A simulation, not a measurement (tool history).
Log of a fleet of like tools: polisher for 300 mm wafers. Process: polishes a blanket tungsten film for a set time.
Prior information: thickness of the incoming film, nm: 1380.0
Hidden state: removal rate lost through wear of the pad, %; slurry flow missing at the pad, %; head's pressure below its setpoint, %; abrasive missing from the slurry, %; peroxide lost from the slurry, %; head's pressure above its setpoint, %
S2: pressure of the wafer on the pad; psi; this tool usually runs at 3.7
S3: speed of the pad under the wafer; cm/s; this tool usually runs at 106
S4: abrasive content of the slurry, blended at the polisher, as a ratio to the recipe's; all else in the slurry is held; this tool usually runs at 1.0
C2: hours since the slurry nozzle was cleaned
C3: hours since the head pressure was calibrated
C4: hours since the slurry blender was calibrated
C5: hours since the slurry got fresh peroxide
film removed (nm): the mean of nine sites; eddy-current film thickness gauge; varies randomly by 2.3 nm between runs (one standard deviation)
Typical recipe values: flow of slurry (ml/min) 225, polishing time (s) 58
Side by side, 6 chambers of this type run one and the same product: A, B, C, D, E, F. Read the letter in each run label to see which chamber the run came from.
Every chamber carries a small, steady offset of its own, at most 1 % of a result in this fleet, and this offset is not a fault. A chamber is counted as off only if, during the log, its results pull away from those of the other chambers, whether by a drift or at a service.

{"run": "1D", "hour": 8.7, "flow of slurry (ml/min)": 225, "S2": 3.7, "S3": 106, "S4": 1.0, "polishing time (s)": 58, "wafers polished on this pad": 567, "C2": 397.6, "C3": 453.5, "C4": 19.1, "C5": 12.9, "film removed (nm)": 274.78}
{"hour": 13.6, "done": "chamber D: worn pad replaced by a new one"}
{"run": "2B", "hour": 17.3, "flow of slurry (ml/min)": 225, "S2": 3.7, "S3": 106, "S4": 1.0, "polishing time (s)": 58, "wafers polished on this pad": 1030, "C2": 132.5, "C3": 276.9, "C4": 229.3, "C5": 62.2, "film removed (nm)": 267.27}
{"hour": 19.9, "done": "chamber E: worn pad replaced by a new one"}
{"hour": 19.9, "done": "chamber B: slurry blender recalibrated"}
{"hour": 20.4, "done": "chamber A: slurry tank refilled with fresh slurry and peroxide"}
{"hour": 22.4, "done": "chamber B: slurry tank refilled with fresh slurry and peroxide"}
{"run": "3E", "hour": 23.8, "flow of slurry (ml/min)": 225, "S2": 3.7, "S3": 106, "S4": 1.0, "polishing time (s)": 58, "wafers polished on this pad": 39, "C2": 434.9, "C3": 293.8, "C4": 79.3, "C5": 61.7, "film removed (nm)": 274.34}
{"run": "4A", "hour": 33.8, "flow of slurry (ml/min)": 225, "S2": 3.7, "S3": 106, "S4": 1.0, "polishing time (s)": 58, "wafers polished on this pad": 749, "C2": 322.7, "C3": 399.3, "C4": 160.7, "C5": 13.4, "film removed (nm)": 271.8}
{"hour": 39.7, "done": "chamber B: worn pad replaced by a new one"}
{"hour": 41.1, "done": "chamber F: worn pad replaced by a new one"}
{"run": "5C", "hour": 44.4, "flow of slurry (ml/min)": 225, "S2": 3.7, "S3": 106, "S4": 1.0, "polishing time (s)": 58, "wafers polished on this pad": 500, "C2": 180.7, "C3": 333.4, "C4": 76.8, "C5": 171.3, "film removed (nm)": 272.6}
{"hour": 44.7, "done": "chamber C: slurry tank refilled with fresh slurry and peroxide"}
{"run": "6F", "hour": 50.9, "flow of slurry (ml/min)": 225, "S2": 3.7, "S3": 106, "S4": 1.0, "polishing time (s)": 76, "wafers polished on this pad": 97, "C2": 287.9, "C3": 717.5, "C4": 93.5, "C5": 81.8, "film removed (nm)": 359.75}
{"hour": 51.5, "done": "chamber A: worn pad replaced by a new one"}
{"hour": 53.7, "done": "chamber C: worn pad replaced by a new one"}
{"run": "7D", "hour": 56.0, "flow of slurry (ml/min)": 225, "S2": 3.7, "S3": 106, "S4": 1.0, "polishing time (s)": 76, "wafers polished on this pad": 422, "C2": 444.9, "C3": 500.8, "C4": 66.4, "C5": 60.2, "film removed (nm)": 356.58}
{"hour": 58.1, "done": "chamber E: slurry nozzle cleaned"}
{"hour": 63.4, "done": "chamber D: slurry tank refilled with fresh slurry and peroxide"}
{"run": "8A", "hour": 65.0, "flow of slurry (ml/min)": 225, "S2": 3.7, "S3": 106, "S4": 1.0, "polishing time (s)": 76, "wafers polished on this pad": 134, "C2": 353.9, "C3": 430.5, "C4": 191.9, "C5": 44.6, "film removed (nm)": 352.44}
{"run": "9C", "hour": 71.9, "flow of slurry (ml/min)": 225, "S2": 3.7, "S3": 106, "S4": 1.0, "polishing time (s)": 76, "wafers polished on this pad": 181, "C2": 208.2, "C3": 360.9, "C4": 104.3, "C5": 27.2, "film removed (nm)": 357.74}
{"hour": 79.2, "done": "chamber D: worn pad replaced by a new one"}
{"run": "10B", "hour": 82.2, "flow of slurry (ml/min)": 225, "S2": 3.7, "S3": 106, "S4": 1.0, "polishing time (s)": 76, "wafers polished on this pad": 422, "C2": 197.4, "C3": 341.8, "C4": 62.3, "C5": 59.8, "film removed (nm)": 356.77}
{"hour": 84.5, "done": "chamber B: slurry tank refilled with fresh slurry and peroxide"}
{"run": "11E", "hour": 88.4, "flow of slurry (ml/min)": 225, "S2": 3.7, "S3": 106, "S4": 1.0, "polishing time (s)": 76, "wafers polished on this pad": 681, "C2": 30.4, "C3": 358.4, "C4": 143.9, "C5": 126.3, "film removed (nm)": 354.91}
{"run": "12F", "hour": 95.9, "flow of slurry (ml/min)": 225, "S2": 3.7, "S3": 106, "S4": 0.9, "polishing time (s)": 58, "wafers polished on this pad": 544, "C2": 332.9, "C3": 762.5, "C4": 138.5, "C5": 126.8, "film removed (nm)": 261.85}
{"run": "13F", "hour": 102.0, "flow of slurry (ml/min)": 225, "S2": 3.7, "S3": 106, "S4": 0.9, "polishing time (s)": 58, "wafers polished on this pad": 605, "C2": 339.0, "C3": 768.6, "C4": 144.6, "C5": 132.9, "film removed (nm)": 261.78}
{"run": "14D", "hour": 109.3, "flow of slurry (ml/min)": 225, "S2": 3.7, "S3": 106, "S4": 0.9, "polishing time (s)": 58, "wafers polished on this pad": 299, "C2": 498.2, "C3": 554.1, "C4": 119.7, "C5": 46.0, "film removed (nm)": 267.74}
{"hour": 114.7, "done": "chamber F: worn pad replaced by a new one"}
{"hour": 118.2, "done": "chamber E: worn pad replaced by a new one"}
{"run": "15E", "hour": 120.2, "flow of slurry (ml/min)": 225, "S2": 3.7, "S3": 106, "S4": 0.9, "polishing time (s)": 58, "wafers polished on this pad": 20, "C2": 62.2, "C3": 390.2, "C4": 175.7, "C5": 158.1, "film removed (nm)": 261.6}
{"hour": 121.2, "done": "chamber D: slurry blender recalibrated"}
{"hour": 124.9, "done": "chamber C: worn pad replaced by a new one"}
{"hour": 128.5, "done": "chamber E: slurry tank refilled with fresh slurry and peroxide"}
{"run": "16A", "hour": 131.0, "flow of slurry (ml/min)": 225, "S2": 3.7, "S3": 106, "S4": 0.9, "polishing time (s)": 58, "wafers polished on this pad": 790, "C2": 419.9, "C3": 496.5, "C4": 257.9, "C5": 110.6, "film removed (nm)": 268.27}
{"hour": 131.2, "done": "chamber D: slurry tank refilled with fresh slurry and peroxide"}
{"hour": 132.3, "done": "chamber D: worn pad replaced by a new one"}
{"hour": 133.6, "done": "chamber A: worn pad replaced by a new one"}
{"hour": 137.1, "done": "chamber A: slurry tank refilled with fresh slurry and peroxide"}
{"hour": 141.4, "done": "chamber B: slurry nozzle cleaned"}
{"hour": 141.4, "done": "chamber A: slurry nozzle cleaned"}
{"run": "17B", "hour": 142.2, "flow of slurry (ml/min)": 225, "S2": 3.7, "S3": 106, "S4": 0.9, "polishing time (s)": 58, "wafers polished on this pad": 1018, "C2": 0.8, "C3": 401.8, "C4": 122.3, "C5": 57.8, "film removed (nm)": 266.07}
{"hour": 142.4, "done": "chamber B: slurry tank refilled with fresh slurry and peroxide"}
{"hour": 143.5, "done": "chamber F: slurry blender recalibrated"}
{"run": "18C", "hour": 147.3, "flow of slurry (ml/min)": 225, "S2": 3.7, "S3": 106, "S4": 1.0, "polishing time (s)": 58, "wafers polished on this pad": 222, "C2": 283.6, "C3": 436.3, "C4": 179.7, "C5": 102.6, "film removed (nm)": 275.41}
{"run": "19F", "hour": 158.0, "flow of slurry (ml/min)": 225, "S2": 3.7, "S3": 106, "S4": 1.0, "polishing time (s)": 58, "wafers polished on this pad": 430, "C2": 395.0, "C3": 824.6, "C4": 14.6, "C5": 188.9, "film removed (nm)": 267.8}
{"hour": 158.6, "done": "chamber C: head pressure recalibrated"}
{"run": "20C", "hour": 164.3, "flow of slurry (ml/min)": 225, "S2": 3.7, "S3": 106, "S4": 1.0, "polishing time (s)": 58, "wafers polished on this pad": 391, "C2": 300.6, "C3": 5.8, "C4": 196.7, "C5": 119.6, "film removed (nm)": 257.95}
{"hour": 169.3, "done": "chamber F: slurry tank refilled with fresh slurry and peroxide"}
{"run": "21B", "hour": 172.2, "flow of slurry (ml/min)": 225, "S2": 3.7, "S3": 106, "S4": 1.0, "polishing time (s)": 58, "wafers polished on this pad": 1316, "C2": 30.8, "C3": 431.8, "C4": 152.3, "C5": 29.8, "film removed (nm)": 266.66}
{"hour": 180.9, "done": "chamber B: worn pad replaced by a new one"}
{"hour": 181.5, "done": "chamber C: worn pad replaced by a new one"}
{"hour": 182.5, "done": "chamber C: slurry tank refilled with fresh slurry and peroxide"}
{"run": "22E", "hour": 183.1, "flow of slurry (ml/min)": 225, "S2": 3.7, "S3": 106, "S4": 1.0, "polishing time (s)": 58, "wafers polished on this pad": 645, "C2": 125.1, "C3": 453.1, "C4": 238.6, "C5": 54.7, "film removed (nm)": 268.99}
{"hour": 184.6, "done": "chamber D: worn pad replaced by a new one"}
{"run": "23D", "hour": 192.4, "flow of slurry (ml/min)": 225, "S2": 3.7, "S3": 106, "S4": 1.0, "polishing time (s)": 58, "wafers polished on this pad": 78, "C2": 581.3, "C3": 637.2, "C4": 71.2, "C5": 61.3, "film removed (nm)": 272.88}
{"hour": 192.6, "done": "chamber E: slurry blender recalibrated"}
{"hour": 195.3, "done": "chamber D: slurry tank refilled with fresh slurry and peroxide"}
{"hour": 198.9, "done": "chamber F: worn pad replaced by a new one"}
{"run": "24A", "hour": 203.1, "flow of slurry (ml/min)": 225, "S2": 3.7, "S3": 106, "S4": 1.0, "polishing time (s)": 58, "wafers polished on this pad": 691, "C2": 61.8, "C3": 568.6, "C4": 330.0, "C5": 66.1, "film removed (nm)": 272.11}
{"hour": 206.5, "done": "chamber B: slurry tank refilled with fresh slurry and peroxide"}
{"run": "25C", "hour": 210.5, "flow of slurry (ml/min)": 225, "S2": 3.7, "S3": 106, "S4": 1.0, "polishing time (s)": 58, "wafers polished on this pad": 288, "C2": 346.8, "C3": 52.0, "C4": 242.9, "C5": 28.0, "film removed (nm)": 263.43}
{"run": "26A", "hour": 215.8, "flow of slurry (ml/min)": 225, "S2": 3.7, "S3": 106, "S4": 1.0, "polishing time (s)": 58, "wafers polished on this pad": 817, "C2": 74.5, "C3": 581.3, "C4": 342.7, "C5": 78.8, "film removed (nm)": 271.52}
{"hour": 219.4, "done": "chamber E: worn pad replaced by a new one"}
{"run": "27D", "hour": 221.4, "flow of slurry (ml/min)": 225, "S2": 3.7, "S3": 106, "S4": 1.0, "polishing time (s)": 58, "wafers polished on this pad": 366, "C2": 610.3, "C3": 666.2, "C4": 100.2, "C5": 26.2, "film removed (nm)": 274.1}
{"hour": 227.2, "done": "chamber A: worn pad replaced by a new one"}
{"run": "28F", "hour": 232.1, "flow of slurry (ml/min)": 225, "S2": 3.7, "S3": 106, "S4": 1.0, "polishing time (s)": 58, "wafers polished on this pad": 330, "C2": 469.1, "C3": 898.7, "C4": 88.7, "C5": 62.8, "film removed (nm)": 271.59}
{"hour": 235.7, "done": "chamber D: worn pad replaced by a new one"}
{"hour": 239.6, "done": "chamber C: worn pad replaced by a new one"}
{"run": "29B", "hour": 239.9, "flow of slurry (ml/min)": 225, "S2": 3.7, "S3": 106, "S4": 1.0, "polishing time (s)": 58, "wafers polished on this pad": 586, "C2": 98.5, "C3": 499.5, "C4": 220.0, "C5": 33.4, "film removed (nm)": 274.11}
{"hour": 246.1, "done": "chamber D: slurry tank refilled with fresh slurry and peroxide"}
{"hour": 246.5, "done": "chamber A: slurry tank refilled with fresh slurry and peroxide"}
{"run": "30E", "hour": 248.5, "flow of slurry (ml/min)": 225, "S2": 3.7, "S3": 106, "S4": 1.0, "polishing time (s)": 58, "wafers polished on this pad": 290, "C2": 190.5, "C3": 518.5, "C4": 55.9, "C5": 120.1, "film removed (nm)": 270.94}
{"hour": 254.3, "done": "chamber C: slurry blender recalibrated"}
{"run": "31E", "hour": 255.6, "flow of slurry (ml/min)": 225, "S2": 3.7, "S3": 106, "S4": 1.0, "polishing time (s)": 58, "wafers polished on this pad": 360, "C2": 197.6, "C3": 525.6, "C4": 63.0, "C5": 127.2, "film removed (nm)": 279.52}
{"hour": 259.6, "done": "chamber B: slurry tank refilled with fresh slurry and peroxide"}
{"run": "32F", "hour": 262.3, "flow of slurry (ml/min)": 225, "S2": 3.7, "S3": 106, "S4": 1.0, "polishing time (s)": 58, "wafers polished on this pad": 630, "C2": 499.3, "C3": 928.9, "C4": 118.9, "C5": 93.0, "film removed (nm)": 268.32}
{"hour": 268.6, "done": "chamber B: slurry blender recalibrated"}
{"hour": 270.1, "done": "chamber D: slurry blender recalibrated"}
{"run": "33A", "hour": 270.9, "flow of slurry (ml/min)": 225, "S2": 3.7, "S3": 106, "S4": 1.0, "polishing time (s)": 58, "wafers polished on this pad": 435, "C2": 129.6, "C3": 636.4, "C4": 397.8, "C5": 24.5, "film removed (nm)": 272.02}
{"run": "34D", "hour": 281.1, "flow of slurry (ml/min)": 225, "S2": 3.7, "S3": 106, "S4": 1.0, "polishing time (s)": 58, "wafers polished on this pad": 451, "C2": 670.0, "C3": 725.9, "C4": 11.0, "C5": 35.1, "film removed (nm)": 277.42}
{"run": "35B", "hour": 292.1, "flow of slurry (ml/min)": 225, "S2": 3.7, "S3": 106, "S4": 1.0, "polishing time (s)": 58, "wafers polished on this pad": 1105, "C2": 150.7, "C3": 551.7, "C4": 23.5, "C5": 32.5, "film removed (nm)": 271.18}
{"run": "36C", "hour": 298.0, "flow of slurry (ml/min)": 225, "S2": 3.7, "S3": 106, "S4": 1.0, "polishing time (s)": 58, "wafers polished on this pad": 580, "C2": 434.3, "C3": 139.5, "C4": 43.7, "C5": 115.5, "film removed (nm)": 256.87}

All chambers now run identical settings, listed one chamber a line with results as question marks. What results will each chamber show?
{"run": "37A", "hour": 306.1, "flow of slurry (ml/min)": 225, "S2": 3.7, "S3": 106, "S4": 1.0, "polishing time (s)": 58, "film removed (nm)": "?"}
{"run": "37B", "hour": 306.1, "flow of slurry (ml/min)": 225, "S2": 3.7, "S3": 106, "S4": 1.0, "polishing time (s)": 58, "film removed (nm)": "?"}
{"run": "37C", "hour": 306.1, "flow of slurry (ml/min)": 225, "S2": 3.7, "S3": 106, "S4": 1.0, "polishing time (s)": 58, "film removed (nm)": "?"}
{"run": "37D", "hour": 306.1, "flow of slurry (ml/min)": 225, "S2": 3.7, "S3": 106, "S4": 1.0, "polishing time (s)": 58, "film removed (nm)": "?"}
{"run": "37E", "hour": 306.1, "flow of slurry (ml/min)": 225, "S2": 3.7, "S3": 106, "S4": 1.0, "polishing time (s)": 58, "film removed (nm)": "?"}
{"run": "37F", "hour": 306.1, "flow of slurry (ml/min)": 225, "S2": 3.7, "S3": 106, "S4": 1.0, "polishing time (s)": 58, "film removed (nm)": "?"}

run=37A film_removed_(nm)=270.57
run=37B film_removed_(nm)=270.96
run=37C film_removed_(nm)=256.27
run=37D film_removed_(nm)=273.15
run=37E film_removed_(nm)=271.40
run=37F film_removed_(nm)=268.85
